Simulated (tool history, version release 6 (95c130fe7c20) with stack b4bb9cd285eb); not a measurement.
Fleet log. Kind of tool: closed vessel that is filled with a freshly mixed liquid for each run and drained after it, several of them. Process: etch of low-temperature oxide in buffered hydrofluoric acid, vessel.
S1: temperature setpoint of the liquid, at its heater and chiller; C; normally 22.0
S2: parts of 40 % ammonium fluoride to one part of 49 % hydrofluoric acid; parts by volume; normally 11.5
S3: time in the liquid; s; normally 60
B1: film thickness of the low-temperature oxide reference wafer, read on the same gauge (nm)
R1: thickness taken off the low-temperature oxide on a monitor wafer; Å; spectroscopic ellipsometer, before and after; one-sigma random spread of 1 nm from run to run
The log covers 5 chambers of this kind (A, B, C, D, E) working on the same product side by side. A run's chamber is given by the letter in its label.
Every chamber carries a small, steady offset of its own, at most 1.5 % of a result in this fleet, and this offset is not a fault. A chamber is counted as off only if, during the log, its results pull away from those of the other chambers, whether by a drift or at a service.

{"run": "1A", "hour": 3.1, "S1": 22.0, "S2": 11.5, "S3": 60, "B1": 90.012, "R1": 1769.0}
{"run": "2E", "hour": 7.3, "S1": 22.0, "S2": 11.5, "S3": 60, "B1": 90.037, "R1": 1785.3}
{"run": "3D", "hour": 11.4, "S1": 22.0, "S2": 11.5, "S3": 60, "B1": 90.018, "R1": 1782.7}
{"run": "4C", "hour": 15.7, "S1": 22.0, "S2": 11.5, "S3": 60, "B1": 90.035, "R1": 1760.8}
{"run": "5B", "hour": 19.3, "S1": 25.0, "S2": 11.5, "S3": 30, "B1": 90.009, "R1": 1031.2}
{"run": "6B", "hour": 23.0, "S1": 25.0, "S2": 11.5, "S3": 30, "B1": 90.015, "R1": 1025.2}
{"run": "7E", "hour": 28.5, "S1": 25.0, "S2": 11.5, "S3": 30, "B1": 89.994, "R1": 1056.2}
{"run": "8D", "hour": 34.0, "S1": 25.0, "S2": 11.5, "S3": 30, "B1": 89.971, "R1": 1053.7}
{"run": "9C", "hour": 37.9, "S1": 25.0, "S2": 11.5, "S3": 30, "B1": 90.003, "R1": 1034.4}
{"run": "10A", "hour": 42.0, "S1": 22.0, "S2": 11.5, "S3": 60, "B1": 90.023, "R1": 1759.7}
{"run": "11B", "hour": 45.3, "S1": 22.0, "S2": 11.5, "S3": 60, "B1": 89.984, "R1": 1741.6}
{"run": "12E", "hour": 48.4, "S1": 22.0, "S2": 11.5, "S3": 60, "B1": 90.008, "R1": 1783.3}
{"run": "13A", "hour": 52.7, "S1": 22.0, "S2": 11.5, "S3": 60, "B1": 89.995, "R1": 1737.4}
{"run": "14C", "hour": 56.1, "S1": 22.0, "S2": 11.5, "S3": 60, "B1": 89.994, "R1": 1763.0}
{"run": "15D", "hour": 60.7, "S1": 22.0, "S2": 11.5, "S3": 60, "B1": 90.02, "R1": 1768.0}
{"run": "16D", "hour": 63.4, "S1": 22.0, "S2": 11.5, "S3": 60, "B1": 90.02, "R1": 1769.0}
{"run": "17E", "hour": 67.7, "S1": 22.0, "S2": 11.5, "S3": 60, "B1": 90.005, "R1": 1809.2}
{"run": "18A", "hour": 72.2, "S1": 22.0, "S2": 11.5, "S3": 60, "B1": 90.019, "R1": 1746.5}
{"run": "19B", "hour": 74.8, "S1": 22.0, "S2": 11.5, "S3": 60, "B1": 90.012, "R1": 1742.8}
{"run": "20C", "hour": 79.9, "S1": 22.0, "S2": 11.5, "S3": 60, "B1": 89.963, "R1": 1754.2}
{"run": "21D", "hour": 84.8, "S1": 22.0, "S2": 11.5, "S3": 60, "B1": 90.01, "R1": 1791.7}
{"run": "22A", "hour": 87.3, "S1": 22.0, "S2": 11.5, "S3": 60, "B1": 89.974, "R1": 1760.0}
{"run": "23E", "hour": 92.0, "S1": 22.0, "S2": 11.5, "S3": 60, "B1": 89.998, "R1": 1812.7}
{"run": "24B", "hour": 97.2, "S1": 22.0, "S2": 11.5, "S3": 60, "B1": 90.026, "R1": 1734.6}
{"run": "25C", "hour": 101.6, "S1": 22.0, "S2": 11.5, "S3": 60, "B1": 90.006, "R1": 1750.3}
{"run": "26D", "hour": 106.9, "S1": 26.5, "S2": 11.5, "S3": 50, "B1": 89.999, "R1": 1871.9}
{"run": "27E", "hour": 111.5, "S1": 26.5, "S2": 11.5, "S3": 50, "B1": 89.989, "R1": 1898.8}
{"run": "28C", "hour": 114.1, "S1": 26.5, "S2": 11.5, "S3": 50, "B1": 89.998, "R1": 1868.1}
{"run": "29A", "hour": 118.2, "S1": 26.5, "S2": 11.5, "S3": 50, "B1": 90.029, "R1": 1902.0}
{"run": "30B", "hour": 122.4, "S1": 26.5, "S2": 11.5, "S3": 50, "B1": 90.037, "R1": 1852.5}

What goes on in this fleet: one chamber off, a drifting gauge, or nothing beyond the chambers' own small offsets? Name the chamber and the cause, if any.

No chamber stands off beyond its own small offset, and the gauge holds steady.
